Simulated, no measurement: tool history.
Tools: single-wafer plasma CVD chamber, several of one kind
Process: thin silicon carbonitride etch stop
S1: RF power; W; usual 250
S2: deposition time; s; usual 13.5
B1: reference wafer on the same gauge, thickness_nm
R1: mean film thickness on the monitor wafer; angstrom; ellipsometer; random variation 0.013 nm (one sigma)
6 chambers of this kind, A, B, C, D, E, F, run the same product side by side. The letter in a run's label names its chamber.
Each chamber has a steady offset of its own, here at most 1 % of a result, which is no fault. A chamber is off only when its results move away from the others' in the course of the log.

run   hour   S1    S2      B1       R1
 1F    5.7  250  13.5  7.5800   82.175
 2B    9.8  250  13.5  7.5807   81.545
 3A   16.3  250  13.5  7.5761   82.606
 4C   23.9  250  13.5  7.5758   82.699
 5D   28.5  250  13.5  7.5734   81.921
 6E   35.0  250  13.5  7.5740   81.591
 7E   42.4  250  13.5  7.5724   81.637
 8D   50.7  250  13.5  7.5686   81.968
 9F   57.9  250  13.5  7.5687   82.037
10C   62.7  235  13.5  7.5651   80.953
11B   67.6  235  13.5  7.5652   80.089
12A   73.4  235  13.5  7.5660   81.100
13D   79.7  235  13.5  7.5606   80.232
14A   85.9  235  13.5  7.5610   81.113
15C   91.2  235  13.5  7.5606   80.763
16F   95.4  250  13.5  7.5612   82.273
17E  100.3  250  13.5  7.5589   81.392
18B  106.0  250  13.5  7.5560   81.370
19E  111.7  250  13.5  7.5578   81.278
20C  116.9  250  13.5  7.5586   82.321
21D  120.6  250  13.5  7.5509   81.722
22B  124.6  250  13.5  7.5524   81.046
23A  132.0  250  13.5  7.5556   82.478
24F  136.1  250  13.5  7.5479   82.077
25C  144.1  250  13.5  7.5473   82.384
26A  150.4  285  15.8  7.5454  100.220
27F  155.0  285  15.8  7.5457   99.748
28E  161.9  285  15.8  7.5443   98.813
29D  169.9  285  15.8  7.5418   99.502
30B  174.5  285  15.8  7.5436   99.036
31A  181.1  285  15.8  7.5412  100.010
32C  186.5  250  13.5  7.5406   82.414
33D  194.2  250  13.5  7.5378   81.673
34E  201.2  250  13.5  7.5351   80.900
35B  205.1  250  13.5  7.5376   81.299
36F  210.2  250  13.5  7.5351   82.016
37D  215.4  275  12.4  7.5330   77.253
38A  221.1  275  12.4  7.5346   77.591
39C  227.5  275  12.4  7.5314   77.487

Is one chamber off against the others, does the gauge drift, or is nothing wrong? If a chamber is off, say which, and what the likeliest cause is.

The gauge drifts, so all chambers seem to drift together. No chamber is off.
Cause: gauge reads low (%) = 0.654.
